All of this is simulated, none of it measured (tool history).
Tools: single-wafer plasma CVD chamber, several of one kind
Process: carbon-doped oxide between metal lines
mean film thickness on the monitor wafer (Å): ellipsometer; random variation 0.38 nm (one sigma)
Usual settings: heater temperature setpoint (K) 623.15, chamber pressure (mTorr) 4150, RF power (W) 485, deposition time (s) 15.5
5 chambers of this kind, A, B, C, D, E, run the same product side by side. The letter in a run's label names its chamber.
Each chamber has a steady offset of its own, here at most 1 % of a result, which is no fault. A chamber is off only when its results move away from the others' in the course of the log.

run   hour  heater temperature setpoint (K)  chamber pressure (mTorr)  RF power (W)  deposition time (s)  read-back reference wafer on the same gauge, thickness_nm  mean film thickness on the monitor wafer (Å)
 1C    5.9                           623.15                      4150           485                 15.5                                                     63.461                                        762.58
 2B   17.1                           623.15                      4150           485                 15.5                                                     63.484                                        770.29
 3D   27.8                           623.15                      4150           485                 15.5                                                     63.504                                        767.21
 4A   35.1                           623.15                      4150           485                 15.5                                                     63.478                                        774.65
 5E   47.6                           623.15                      4150           485                 15.5                                                     63.479                                        768.25
 6B   58.7                           623.15                      4150           485                 14.2                                                     63.508                                        699.93
      65.2  -- chamber E: thermocouple changed; heater temperature recalibrated
 7D   65.3                           623.15                      4150           485                 14.2                                                     63.526                                        706.95
 8A   72.1                           623.15                      4150           485                 14.2                                                     63.478                                        705.47
 9E   80.3                           623.15                      4150           485                 14.2                                                     63.572                                        701.71
10C   91.0                           623.15                      4150           485                 14.2                                                     63.511                                        707.07
11C   99.8                           623.15                      4150           485                 15.5                                                     63.517                                        758.41
12B  110.0                           623.15                      4150           485                 15.5                                                     63.501                                        757.95
13D  121.0                           623.15                      4150           485                 15.5                                                     63.516                                        764.84
14E  131.5                           623.15                      4150           485                 15.5                                                     63.500                                        770.14
15A  140.4                           623.15                      4150           485                 15.5                                                     63.408                                        775.00
16D  147.6                           623.15                      4150           485                 15.5                                                     63.527                                        768.75
17E  157.5                           609.15                      4150           485                 15.5                                                     63.534                                        800.79
18C  168.2                           609.15                      4150           485                 15.5                                                     63.402                                        797.93
19B  180.2                           609.15                      4150           485                 15.5                                                     63.529                                        797.92
20A  189.4                           609.15                      4150           485                 15.5                                                     63.472                                        806.77
     194.9  -- chamber C: thermocouple changed; heater temperature recalibrated
21C  199.9                           609.15                      4150           485                 15.5                                                     63.551                                        795.00
22E  208.4                           623.15                      4150           485                 15.5                                                     63.513                                        771.00
23A  218.1                           623.15                      4150           485                 15.5                                                     63.463                                        769.17
24B  225.9                           623.15                      4150           485                 15.5                                                     63.541                                        763.43
     226.7  -- chamber A: thermocouple changed; heater temperature recalibrated
25D  235.3                           623.15                      4150           485                 15.5                                                     63.445                                        772.42
     239.9  -- chamber C: RF generator calibrated
26A  241.8                           623.15                      4150           485                 15.5                                                     63.435                                        767.08
27E  252.5                           623.15                      4150           485                 15.5                                                     63.520                                        770.92
28D  262.4                           623.15                      4150           485                 15.5                                                     63.528                                        769.36
29C  273.4                           623.15                      4150           485                 15.5                                                     63.503                                        769.11
30B  284.2                           623.15                      4150           485                 15.5                                                     63.476                                        763.24
31D  290.2                           623.15                      4150           485                 15.5                                                     63.498                                        770.88
32C  299.7                           623.15                      4150           485                 15.5                                                     63.462                                        763.42
33E  311.9                           623.15                      4150           485                 15.5                                                     63.452                                        768.60
34A  323.1                           623.15                      4150           485                 15.5                                                     63.513                                        763.84
     326.5  -- chamber D: thermocouple changed; heater temperature recalibrated
35B  330.1                           623.15                      4150           485                 15.5                                                     63.488                                        768.97
36C  339.5                           623.15                      4150           485                 15.5                                                     63.551                                        767.61
     340.7  -- chamber E: RF generator calibrated
37A  352.5                           616.15                      4150           540                 15.5                                                     63.488                                        833.21
38D  361.2                           616.15                      4150           540                 15.5                                                     63.517                                        839.38
39E  370.3                           616.15                      4150           540                 15.5                                                     63.460                                        840.84

Next, every chamber runs the same settings. What will each give?
40A  379.9                           623.15                      4150           485                 14.4                                                                                                        ?
40B  379.9                           623.15                      4150           485                 14.4                                                                                                        ?
40C  379.9                           623.15                      4150           485                 14.4                                                                                                        ?
40D  379.9                           623.15                      4150           485                 14.4                                                                                                        ?
40E  379.9                           623.15                      4150           485                 14.4                                                                                                        ?

run  mean film thickness on the monitor wafer (Å)
40A                                        716.42
40B                                        706.66
40C                                        711.66
40D                                        718.92
40E                                        721.61
